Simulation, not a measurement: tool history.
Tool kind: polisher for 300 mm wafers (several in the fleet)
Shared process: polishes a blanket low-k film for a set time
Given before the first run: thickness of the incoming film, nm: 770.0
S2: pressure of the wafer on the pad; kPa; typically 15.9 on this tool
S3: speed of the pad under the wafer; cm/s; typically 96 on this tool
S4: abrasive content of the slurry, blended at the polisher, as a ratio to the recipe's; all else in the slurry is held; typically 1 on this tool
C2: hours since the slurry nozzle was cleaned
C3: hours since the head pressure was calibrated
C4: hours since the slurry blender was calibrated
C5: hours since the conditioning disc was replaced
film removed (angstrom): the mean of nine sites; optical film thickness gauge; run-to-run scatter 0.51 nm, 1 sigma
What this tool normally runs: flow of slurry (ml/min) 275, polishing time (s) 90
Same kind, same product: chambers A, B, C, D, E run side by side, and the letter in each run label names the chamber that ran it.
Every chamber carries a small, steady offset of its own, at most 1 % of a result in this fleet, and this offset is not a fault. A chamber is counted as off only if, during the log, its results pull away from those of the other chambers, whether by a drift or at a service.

{"hour": 0.3, "done": "chamber E: slurry blender recalibrated"}
{"run": "1E", "hour": 8.1, "flow of slurry (ml/min)": 275, "S2": 15.9, "S3": 96, "S4": 1, "polishing time (s)": 90, "wafers polished on this pad": 595, "C2": 124.8, "C3": 977.0, "C4": 7.9, "C5": 236.6, "film removed (angstrom)": 451.85}
{"run": "2C", "hour": 17.0, "flow of slurry (ml/min)": 275, "S2": 15.9, "S3": 96, "S4": 1, "polishing time (s)": 90, "wafers polished on this pad": 1047, "C2": 477.9, "C3": 1460.0, "C4": 296.6, "C5": 234.3, "film removed (angstrom)": 449.99}
{"hour": 22.0, "done": "chamber C: head pressure recalibrated"}
{"run": "3B", "hour": 22.9, "flow of slurry (ml/min)": 275, "S2": 15.9, "S3": 96, "S4": 1, "polishing time (s)": 90, "wafers polished on this pad": 1182, "C2": 171.0, "C3": 300.5, "C4": 202.9, "C5": 78.9, "film removed (angstrom)": 443.6}
{"hour": 23.2, "done": "chamber C: worn pad replaced by a new one"}
{"run": "4D", "hour": 30.6, "flow of slurry (ml/min)": 275, "S2": 15.9, "S3": 96, "S4": 1, "polishing time (s)": 90, "wafers polished on this pad": 861, "C2": 634.8, "C3": 332.1, "C4": 61.0, "C5": 63.2, "film removed (angstrom)": 453.79}
{"run": "5A", "hour": 36.4, "flow of slurry (ml/min)": 275, "S2": 15.9, "S3": 96, "S4": 1, "polishing time (s)": 90, "wafers polished on this pad": 522, "C2": 173.8, "C3": 885.8, "C4": 119.3, "C5": 414.9, "film removed (angstrom)": 455.94}
{"run": "6B", "hour": 41.6, "flow of slurry (ml/min)": 275, "S2": 15.9, "S3": 96, "S4": 1, "polishing time (s)": 90, "wafers polished on this pad": 1373, "C2": 189.7, "C3": 319.2, "C4": 221.6, "C5": 97.6, "film removed (angstrom)": 443.3}
{"hour": 43.1, "done": "chamber B: worn pad replaced by a new one"}
{"hour": 44.6, "done": "chamber D: worn pad replaced by a new one"}
{"run": "7E", "hour": 51.1, "flow of slurry (ml/min)": 275, "S2": 15.9, "S3": 96, "S4": 1, "polishing time (s)": 90, "wafers polished on this pad": 1034, "C2": 167.8, "C3": 1020.0, "C4": 50.9, "C5": 279.6, "film removed (angstrom)": 454.21}
{"hour": 56.4, "done": "chamber B: head pressure recalibrated"}
{"run": "8D", "hour": 59.5, "flow of slurry (ml/min)": 275, "S2": 15.9, "S3": 96, "S4": 1, "polishing time (s)": 90, "wafers polished on this pad": 153, "C2": 663.7, "C3": 361.0, "C4": 89.9, "C5": 92.1, "film removed (angstrom)": 453.25}
{"hour": 62.0, "done": "chamber E: conditioning disc replaced and pad reconditioned"}
{"run": "9A", "hour": 66.3, "flow of slurry (ml/min)": 275, "S2": 15.9, "S3": 96, "S4": 1, "polishing time (s)": 90, "wafers polished on this pad": 827, "C2": 203.7, "C3": 915.7, "C4": 149.2, "C5": 444.8, "film removed (angstrom)": 456.76}
{"hour": 67.5, "done": "chamber A: conditioning disc replaced and pad reconditioned"}
{"run": "10C", "hour": 75.2, "flow of slurry (ml/min)": 275, "S2": 15.9, "S3": 96, "S4": 1, "polishing time (s)": 90, "wafers polished on this pad": 531, "C2": 536.1, "C3": 53.3, "C4": 354.8, "C5": 292.5, "film removed (angstrom)": 447.72}
{"hour": 79.7, "done": "chamber A: worn pad replaced by a new one"}
{"run": "11E", "hour": 84.5, "flow of slurry (ml/min)": 275, "S2": 15.9, "S3": 96, "S4": 1, "polishing time (s)": 90, "wafers polished on this pad": 1376, "C2": 201.2, "C3": 1053.4, "C4": 84.3, "C5": 22.5, "film removed (angstrom)": 449.75}
{"hour": 87.2, "done": "chamber C: conditioning disc replaced and pad reconditioned"}
{"run": "12A", "hour": 89.4, "flow of slurry (ml/min)": 275, "S2": 15.9, "S3": 96, "S4": 1, "polishing time (s)": 90, "wafers polished on this pad": 99, "C2": 226.8, "C3": 938.8, "C4": 172.3, "C5": 21.9, "film removed (angstrom)": 459.84}
{"run": "13D", "hour": 94.1, "flow of slurry (ml/min)": 275, "S2": 15.9, "S3": 96, "S4": 1, "polishing time (s)": 90, "wafers polished on this pad": 506, "C2": 698.3, "C3": 395.6, "C4": 124.5, "C5": 126.7, "film removed (angstrom)": 452.99}
{"hour": 98.8, "done": "chamber E: worn pad replaced by a new one"}
{"run": "14B", "hour": 102.5, "flow of slurry (ml/min)": 275, "S2": 15.9, "S3": 96, "S4": 1, "polishing time (s)": 90, "wafers polished on this pad": 606, "C2": 250.6, "C3": 46.1, "C4": 282.5, "C5": 158.5, "film removed (angstrom)": 445.78}
{"run": "15C", "hour": 109.4, "flow of slurry (ml/min)": 275, "S2": 15.9, "S3": 96, "S4": 1, "polishing time (s)": 90, "wafers polished on this pad": 880, "C2": 570.3, "C3": 87.5, "C4": 389.0, "C5": 22.3, "film removed (angstrom)": 447.83}
{"run": "16D", "hour": 114.3, "flow of slurry (ml/min)": 275, "S2": 15.9, "S3": 96, "S4": 1, "polishing time (s)": 90, "wafers polished on this pad": 712, "C2": 718.5, "C3": 415.8, "C4": 144.7, "C5": 146.9, "film removed (angstrom)": 442.3}
{"hour": 119.8, "done": "chamber D: conditioning disc replaced and pad reconditioned"}
{"hour": 122.7, "done": "chamber A: slurry nozzle cleaned"}
{"run": "17E", "hour": 123.9, "flow of slurry (ml/min)": 275, "S2": 15.9, "S3": 114, "S4": 1, "polishing time (s)": 90, "wafers polished on this pad": 256, "C2": 240.6, "C3": 1092.8, "C4": 123.7, "C5": 61.9, "film removed (angstrom)": 528.88}
{"run": "18A", "hour": 128.6, "flow of slurry (ml/min)": 275, "S2": 15.9, "S3": 114, "S4": 1, "polishing time (s)": 90, "wafers polished on this pad": 499, "C2": 6.0, "C3": 978.0, "C4": 211.5, "C5": 61.1, "film removed (angstrom)": 511.07}
{"run": "19B", "hour": 135.5, "flow of slurry (ml/min)": 275, "S2": 15.9, "S3": 114, "S4": 1, "polishing time (s)": 90, "wafers polished on this pad": 943, "C2": 283.6, "C3": 79.1, "C4": 315.5, "C5": 191.5, "film removed (angstrom)": 518.31}
{"hour": 137.2, "done": "chamber C: worn pad replaced by a new one"}
{"run": "20C", "hour": 145.5, "flow of slurry (ml/min)": 275, "S2": 15.9, "S3": 114, "S4": 1, "polishing time (s)": 90, "wafers polished on this pad": 84, "C2": 606.4, "C3": 123.6, "C4": 425.1, "C5": 58.4, "film removed (angstrom)": 520.66}
{"hour": 146.9, "done": "chamber D: worn pad replaced by a new one"}
{"run": "21E", "hour": 153.8, "flow of slurry (ml/min)": 275, "S2": 15.9, "S3": 114, "S4": 1, "polishing time (s)": 90, "wafers polished on this pad": 562, "C2": 270.5, "C3": 1122.7, "C4": 153.6, "C5": 91.8, "film removed (angstrom)": 511.59}
{"run": "22D", "hour": 158.5, "flow of slurry (ml/min)": 275, "S2": 15.9, "S3": 96, "S4": 1, "polishing time (s)": 90, "wafers polished on this pad": 118, "C2": 762.7, "C3": 460.0, "C4": 188.9, "C5": 38.7, "film removed (angstrom)": 441.2}
{"hour": 164.5, "done": "chamber B: worn pad replaced by a new one"}
{"run": "23A", "hour": 166.5, "flow of slurry (ml/min)": 275, "S2": 15.9, "S3": 96, "S4": 1, "polishing time (s)": 90, "wafers polished on this pad": 886, "C2": 43.9, "C3": 1015.9, "C4": 249.4, "C5": 99.0, "film removed (angstrom)": 452.95}
{"hour": 167.2, "done": "chamber B: slurry nozzle cleaned"}
{"run": "24C", "hour": 171.7, "flow of slurry (ml/min)": 275, "S2": 15.9, "S3": 96, "S4": 1, "polishing time (s)": 90, "wafers polished on this pad": 352, "C2": 632.6, "C3": 149.8, "C4": 451.3, "C5": 84.6, "film removed (angstrom)": 455.58}
{"run": "25B", "hour": 177.4, "flow of slurry (ml/min)": 275, "S2": 15.9, "S3": 96, "S4": 1, "polishing time (s)": 90, "wafers polished on this pad": 132, "C2": 10.2, "C3": 121.0, "C4": 357.4, "C5": 233.4, "film removed (angstrom)": 455.91}
{"hour": 177.9, "done": "chamber C: slurry blender recalibrated"}
{"hour": 182.9, "done": "chamber A: slurry blender recalibrated"}
{"run": "26A", "hour": 183.7, "flow of slurry (ml/min)": 275, "S2": 15.9, "S3": 96, "S4": 1, "polishing time (s)": 90, "wafers polished on this pad": 1062, "C2": 61.1, "C3": 1033.1, "C4": 0.8, "C5": 116.2, "film removed (angstrom)": 464.16}
{"run": "27D", "hour": 193.1, "flow of slurry (ml/min)": 275, "S2": 15.9, "S3": 96, "S4": 1, "polishing time (s)": 90, "wafers polished on this pad": 471, "C2": 797.3, "C3": 494.6, "C4": 223.5, "C5": 73.3, "film removed (angstrom)": 439.61}
{"hour": 194.2, "done": "chamber A: worn pad replaced by a new one"}
{"hour": 196.6, "done": "chamber A: head pressure recalibrated"}
{"hour": 198.1, "done": "chamber B: slurry blender recalibrated"}
{"run": "28B", "hour": 201.1, "flow of slurry (ml/min)": 275, "S2": 15.9, "S3": 96, "S4": 1, "polishing time (s)": 90, "wafers polished on this pad": 374, "C2": 33.9, "C3": 144.7, "C4": 3.1, "C5": 257.1, "film removed (angstrom)": 450.09}
{"run": "29E", "hour": 208.8, "flow of slurry (ml/min)": 275, "S2": 15.9, "S3": 96, "S4": 1, "polishing time (s)": 90, "wafers polished on this pad": 1123, "C2": 325.5, "C3": 1177.7, "C4": 208.6, "C5": 146.8, "film removed (angstrom)": 444.35}
{"run": "30C", "hour": 215.7, "flow of slurry (ml/min)": 275, "S2": 15.9, "S3": 96, "S4": 1, "polishing time (s)": 90, "wafers polished on this pad": 801, "C2": 676.6, "C3": 193.8, "C4": 37.9, "C5": 128.6, "film removed (angstrom)": 448.55}
{"run": "31C", "hour": 220.5, "flow of slurry (ml/min)": 275, "S2": 15.9, "S3": 96, "S4": 1, "polishing time (s)": 90, "wafers polished on this pad": 850, "C2": 681.4, "C3": 198.6, "C4": 42.7, "C5": 133.4, "film removed (angstrom)": 447.78}
{"run": "32E", "hour": 230.7, "flow of slurry (ml/min)": 275, "S2": 15.9, "S3": 96, "S4": 1, "polishing time (s)": 90, "wafers polished on this pad": 1347, "C2": 347.4, "C3": 1199.6, "C4": 230.5, "C5": 168.7, "film removed (angstrom)": 442.52}
{"hour": 237.5, "done": "chamber E: worn pad replaced by a new one"}
{"run": "33D", "hour": 237.6, "flow of slurry (ml/min)": 275, "S2": 15.9, "S3": 96, "S4": 1, "polishing time (s)": 90, "wafers polished on this pad": 926, "C2": 841.8, "C3": 539.1, "C4": 268.0, "C5": 117.8, "film removed (angstrom)": 442.94}
{"run": "34A", "hour": 245.0, "flow of slurry (ml/min)": 275, "S2": 15.9, "S3": 96, "S4": 1, "polishing time (s)": 90, "wafers polished on this pad": 519, "C2": 122.4, "C3": 48.5, "C4": 62.1, "C5": 177.5, "film removed (angstrom)": 455.06}
{"run": "35B", "hour": 252.6, "flow of slurry (ml/min)": 275, "S2": 15.9, "S3": 96, "S4": 1, "polishing time (s)": 90, "wafers polished on this pad": 900, "C2": 85.4, "C3": 196.2, "C4": 54.6, "C5": 308.6, "film removed (angstrom)": 446.71}
{"hour": 254.1, "done": "chamber C: worn pad replaced by a new one"}
{"run": "36A", "hour": 260.7, "flow of slurry (ml/min)": 275, "S2": 15.9, "S3": 96, "S4": 1, "polishing time (s)": 90, "wafers polished on this pad": 679, "C2": 138.1, "C3": 64.2, "C4": 77.8, "C5": 193.2, "film removed (angstrom)": 446.43}
{"hour": 261.3, "done": "chamber D: worn pad replaced by a new one"}
{"run": "37E", "hour": 270.1, "flow of slurry (ml/min)": 275, "S2": 15.9, "S3": 96, "S4": 1, "polishing time (s)": 90, "wafers polished on this pad": 333, "C2": 386.8, "C3": 1239.0, "C4": 269.9, "C5": 208.1, "film removed (angstrom)": 457.13}
{"run": "38C", "hour": 279.2, "flow of slurry (ml/min)": 275, "S2": 15.9, "S3": 96, "S4": 1, "polishing time (s)": 90, "wafers polished on this pad": 257, "C2": 740.1, "C3": 257.3, "C4": 101.4, "C5": 192.1, "film removed (angstrom)": 449.7}
{"hour": 282.0, "done": "chamber D: slurry nozzle cleaned"}
{"hour": 284.7, "done": "chamber D: conditioning disc replaced and pad reconditioned"}
{"run": "39B", "hour": 284.8, "flow of slurry (ml/min)": 275, "S2": 15.9, "S3": 96, "S4": 1, "polishing time (s)": 90, "wafers polished on this pad": 1229, "C2": 117.6, "C3": 228.4, "C4": 86.8, "C5": 340.8, "film removed (angstrom)": 446.09}
{"hour": 287.0, "done": "chamber A: worn pad replaced by a new one"}
{"run": "40D", "hour": 291.4, "flow of slurry (ml/min)": 275, "S2": 15.9, "S3": 96, "S4": 1, "polishing time (s)": 90, "wafers polished on this pad": 307, "C2": 9.5, "C3": 592.9, "C4": 321.8, "C5": 6.7, "film removed (angstrom)": 456.9}
{"run": "41A", "hour": 299.5, "flow of slurry (ml/min)": 275, "S2": 15.9, "S3": 96, "S4": 1, "polishing time (s)": 90, "wafers polished on this pad": 127, "C2": 176.9, "C3": 103.0, "C4": 116.6, "C5": 232.0, "film removed (angstrom)": 457.63}

Next, every chamber runs the same settings. What will each give?
{"run": "42A", "hour": 307.1, "flow of slurry (ml/min)": 275, "S2": 15.9, "S3": 96, "S4": 1, "polishing time (s)": 90, "film removed (angstrom)": "?"}
{"run": "42B", "hour": 307.1, "flow of slurry (ml/min)": 275, "S2": 15.9, "S3": 96, "S4": 1, "polishing time (s)": 90, "film removed (angstrom)": "?"}
{"run": "42C", "hour": 307.1, "flow of slurry (ml/min)": 275, "S2": 15.9, "S3": 96, "S4": 1, "polishing time (s)": 90, "film removed (angstrom)": "?"}
{"run": "42D", "hour": 307.1, "flow of slurry (ml/min)": 275, "S2": 15.9, "S3": 96, "S4": 1, "polishing time (s)": 90, "film removed (angstrom)": "?"}
{"run": "42E", "hour": 307.1, "flow of slurry (ml/min)": 275, "S2": 15.9, "S3": 96, "S4": 1, "polishing time (s)": 90, "film removed (angstrom)": "?"}

run=42A film_removed_(angstrom)=453.67
run=42B film_removed_(angstrom)=452.14
run=42C film_removed_(angstrom)=452.61
run=42D film_removed_(angstrom)=449.03
run=42E film_removed_(angstrom)=458.81
